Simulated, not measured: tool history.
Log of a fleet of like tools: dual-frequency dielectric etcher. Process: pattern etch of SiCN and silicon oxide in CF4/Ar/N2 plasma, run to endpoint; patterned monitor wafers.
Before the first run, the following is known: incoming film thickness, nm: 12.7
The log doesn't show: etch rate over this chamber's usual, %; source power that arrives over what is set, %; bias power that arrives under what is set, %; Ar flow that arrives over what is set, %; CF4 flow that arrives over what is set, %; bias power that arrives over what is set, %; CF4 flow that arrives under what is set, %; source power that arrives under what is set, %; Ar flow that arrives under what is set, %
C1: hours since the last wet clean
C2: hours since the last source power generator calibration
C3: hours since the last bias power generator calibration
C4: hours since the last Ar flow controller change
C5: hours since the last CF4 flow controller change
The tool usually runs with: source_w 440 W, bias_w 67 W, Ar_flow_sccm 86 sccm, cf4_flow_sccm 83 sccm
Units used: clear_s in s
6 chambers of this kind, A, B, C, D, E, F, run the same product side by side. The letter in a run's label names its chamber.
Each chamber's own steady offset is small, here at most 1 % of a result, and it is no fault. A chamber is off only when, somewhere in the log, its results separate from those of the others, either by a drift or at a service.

run 1B hour=4.2 | source_w=440 bias_w=67 Ar_flow_sccm=86 cf4_flow_sccm=83 | C1=14.3 C2=2278.7 C3=1799.9 C4=5007.5 C5=1433.4 | clear_s=14.681
run 2D hour=8 | source_w=440 bias_w=67 Ar_flow_sccm=86 cf4_flow_sccm=83 | C1=113.2 C2=1023.9 C3=3031.7 C4=2859.2 C5=399.1 | clear_s=14.66
run 3C hour=11.3 | source_w=440 bias_w=67 Ar_flow_sccm=86 cf4_flow_sccm=83 | C1=169.6 C2=3679.6 C3=3160.3 C4=4559.8 C5=1676.8 | clear_s=14.581
run 4E hour=15.2 | source_w=440 bias_w=67 Ar_flow_sccm=86 cf4_flow_sccm=83 | C1=176.5 C2=3025.2 C3=1052.7 C4=1058.5 C5=1836.7 | clear_s=14.525
run 5A hour=19.1 | source_w=440 bias_w=67 Ar_flow_sccm=86 cf4_flow_sccm=83 | C1=441.6 C2=2684.8 C3=1842.8 C4=1595.8 C5=1627.2 | clear_s=14.637
run 6F hour=21.8 | source_w=440 bias_w=67 Ar_flow_sccm=86 cf4_flow_sccm=83 | C1=257.8 C2=3548 C3=408.7 C4=565.3 C5=5022.6 | clear_s=14.573
run 7F hour=25.2 | source_w=440 bias_w=67 Ar_flow_sccm=86 cf4_flow_sccm=83 | C1=261.2 C2=3551.4 C3=412.1 C4=568.7 C5=5026 | clear_s=14.614
run 8A hour=27.7 | source_w=440 bias_w=67 Ar_flow_sccm=86 cf4_flow_sccm=83 | C1=450.2 C2=2693.4 C3=1851.4 C4=1604.4 C5=1635.8 | clear_s=14.685
run 9D hour=30.6 | source_w=440 bias_w=67 Ar_flow_sccm=86 cf4_flow_sccm=83 | C1=135.8 C2=1046.5 C3=3054.3 C4=2881.8 C5=421.7 | clear_s=14.802
run 10E hour=36.2 | source_w=440 bias_w=67 Ar_flow_sccm=86 cf4_flow_sccm=83 | C1=197.5 C2=3046.2 C3=1073.7 C4=1079.5 C5=1857.7 | clear_s=14.573
run 11C hour=39.9 | source_w=440 bias_w=67 Ar_flow_sccm=86 cf4_flow_sccm=83 | C1=198.2 C2=3708.2 C3=3188.9 C4=4588.4 C5=1705.4 | clear_s=14.602
run 12B hour=43.2 | source_w=440 bias_w=67 Ar_flow_sccm=86 cf4_flow_sccm=83 | C1=53.3 C2=2317.7 C3=1838.9 C4=5046.5 C5=1472.4 | clear_s=14.795
run 13B hour=46.6 | source_w=440 bias_w=67 Ar_flow_sccm=86 cf4_flow_sccm=73 | C1=56.7 C2=2321.1 C3=1842.3 C4=5049.9 C5=1475.8 | clear_s=15.004
run 14F hour=51.7 | source_w=440 bias_w=67 Ar_flow_sccm=86 cf4_flow_sccm=73 | C1=287.7 C2=3577.9 C3=438.6 C4=595.2 C5=5052.5 | clear_s=14.833
run 15C hour=56 | source_w=440 bias_w=67 Ar_flow_sccm=86 cf4_flow_sccm=73 | C1=214.3 C2=3724.3 C3=3205 C4=4604.5 C5=1721.5 | clear_s=14.821
run 16A hour=60.1 | source_w=440 bias_w=67 Ar_flow_sccm=86 cf4_flow_sccm=73 | C1=482.6 C2=2725.8 C3=1883.8 C4=1636.8 C5=1668.2 | clear_s=14.891
run 17D hour=64 | source_w=440 bias_w=67 Ar_flow_sccm=86 cf4_flow_sccm=73 | C1=169.2 C2=1079.9 C3=3087.7 C4=2915.2 C5=455.1 | clear_s=14.86
-- hour=66.3 chamber A: wet clean of the chamber
run 18E hour=67.2 | source_w=440 bias_w=67 Ar_flow_sccm=86 cf4_flow_sccm=73 | C1=228.5 C2=3077.2 C3=1104.7 C4=1110.5 C5=1888.7 | clear_s=14.984
run 19E hour=71 | source_w=440 bias_w=67 Ar_flow_sccm=86 cf4_flow_sccm=83 | C1=232.3 C2=3081 C3=1108.5 C4=1114.3 C5=1892.5 | clear_s=14.56
run 20C hour=76.7 | source_w=440 bias_w=67 Ar_flow_sccm=86 cf4_flow_sccm=83 | C1=235 C2=3745 C3=3225.7 C4=4625.2 C5=1742.2 | clear_s=14.645
run 21F hour=80.7 | source_w=440 bias_w=67 Ar_flow_sccm=86 cf4_flow_sccm=83 | C1=316.7 C2=3606.9 C3=467.6 C4=624.2 C5=5081.5 | clear_s=14.611
run 22D hour=85.2 | source_w=440 bias_w=67 Ar_flow_sccm=86 cf4_flow_sccm=83 | C1=190.4 C2=1101.1 C3=3108.9 C4=2936.4 C5=476.3 | clear_s=14.75
run 23B hour=89.4 | source_w=440 bias_w=67 Ar_flow_sccm=86 cf4_flow_sccm=83 | C1=99.5 C2=2363.9 C3=1885.1 C4=5092.7 C5=1518.6 | clear_s=14.76
run 24A hour=91.9 | source_w=440 bias_w=67 Ar_flow_sccm=86 cf4_flow_sccm=83 | C1=25.7 C2=2757.6 C3=1915.6 C4=1668.6 C5=1700 | clear_s=13.842
run 25A hour=94.8 | source_w=440 bias_w=67 Ar_flow_sccm=86 cf4_flow_sccm=83 | C1=28.6 C2=2760.5 C3=1918.5 C4=1671.5 C5=1702.9 | clear_s=13.896
run 26C hour=98.6 | source_w=440 bias_w=67 Ar_flow_sccm=86 cf4_flow_sccm=83 | C1=256.9 C2=3766.9 C3=3247.6 C4=4647.1 C5=1764.1 | clear_s=14.613
run 27B hour=103.4 | source_w=440 bias_w=67 Ar_flow_sccm=86 cf4_flow_sccm=83 | C1=113.5 C2=2377.9 C3=1899.1 C4=5106.7 C5=1532.6 | clear_s=14.744
run 28D hour=106.2 | source_w=440 bias_w=67 Ar_flow_sccm=86 cf4_flow_sccm=83 | C1=211.4 C2=1122.1 C3=3129.9 C4=2957.4 C5=497.3 | clear_s=14.839
run 29E hour=111.5 | source_w=440 bias_w=67 Ar_flow_sccm=86 cf4_flow_sccm=83 | C1=272.8 C2=3121.5 C3=1149 C4=1154.8 C5=1933 | clear_s=14.599
run 30F hour=116.4 | source_w=440 bias_w=67 Ar_flow_sccm=86 cf4_flow_sccm=83 | C1=352.4 C2=3642.6 C3=503.3 C4=659.9 C5=5117.2 | clear_s=14.424
run 31C hour=120.7 | source_w=440 bias_w=67 Ar_flow_sccm=86 cf4_flow_sccm=83 | C1=279 C2=3789 C3=3269.7 C4=4669.2 C5=1786.2 | clear_s=14.642
run 32B hour=125.7 | source_w=440 bias_w=67 Ar_flow_sccm=86 cf4_flow_sccm=83 | C1=135.8 C2=2400.2 C3=1921.4 C4=5129 C5=1554.9 | clear_s=14.711
run 33F hour=129.5 | source_w=440 bias_w=67 Ar_flow_sccm=86 cf4_flow_sccm=83 | C1=365.5 C2=3655.7 C3=516.4 C4=673 C5=5130.3 | clear_s=14.645
run 34E hour=134 | source_w=440 bias_w=67 Ar_flow_sccm=86 cf4_flow_sccm=83 | C1=295.3 C2=3144 C3=1171.5 C4=1177.3 C5=1955.5 | clear_s=14.551
run 35A hour=136.6 | source_w=440 bias_w=67 Ar_flow_sccm=86 cf4_flow_sccm=83 | C1=70.4 C2=2802.3 C3=1960.3 C4=1713.3 C5=1744.7 | clear_s=13.884
run 36D hour=142 | source_w=440 bias_w=67 Ar_flow_sccm=86 cf4_flow_sccm=83 | C1=247.2 C2=1157.9 C3=3165.7 C4=2993.2 C5=533.1 | clear_s=14.604
run 37A hour=146.6 | source_w=440 bias_w=67 Ar_flow_sccm=86 cf4_flow_sccm=83 | C1=80.4 C2=2812.3 C3=1970.3 C4=1723.3 C5=1754.7 | clear_s=13.854
run 38F hour=151.8 | source_w=440 bias_w=67 Ar_flow_sccm=86 cf4_flow_sccm=83 | C1=387.8 C2=3678 C3=538.7 C4=695.3 C5=5152.6 | clear_s=14.669
run 39E hour=155.5 | source_w=340 bias_w=67 Ar_flow_sccm=86 cf4_flow_sccm=74 | C1=316.8 C2=3165.5 C3=1193 C4=1198.8 C5=1977 | clear_s=18.592
run 40D hour=160.2 | source_w=340 bias_w=67 Ar_flow_sccm=86 cf4_flow_sccm=74 | C1=265.4 C2=1176.1 C3=3183.9 C4=3011.4 C5=551.3 | clear_s=18.951

All 6 chambers run these settings next. Forecast each chamber's results:
run 41A hour=164.3 | source_w=440 bias_w=67 Ar_flow_sccm=101 cf4_flow_sccm=83 | clear_s=?
run 41B hour=164.3 | source_w=440 bias_w=67 Ar_flow_sccm=101 cf4_flow_sccm=83 | clear_s=?
run 41C hour=164.3 | source_w=440 bias_w=67 Ar_flow_sccm=101 cf4_flow_sccm=83 | clear_s=?
run 41D hour=164.3 | source_w=440 bias_w=67 Ar_flow_sccm=101 cf4_flow_sccm=83 | clear_s=?
run 41E hour=164.3 | source_w=440 bias_w=67 Ar_flow_sccm=101 cf4_flow_sccm=83 | clear_s=?
run 41F hour=164.3 | source_w=440 bias_w=67 Ar_flow_sccm=101 cf4_flow_sccm=83 | clear_s=?

run=41A clear_s=14.293
run=41B clear_s=15.129
run=41C clear_s=14.824
run=41D clear_s=14.975
run=41E clear_s=14.922
run=41F clear_s=14.964
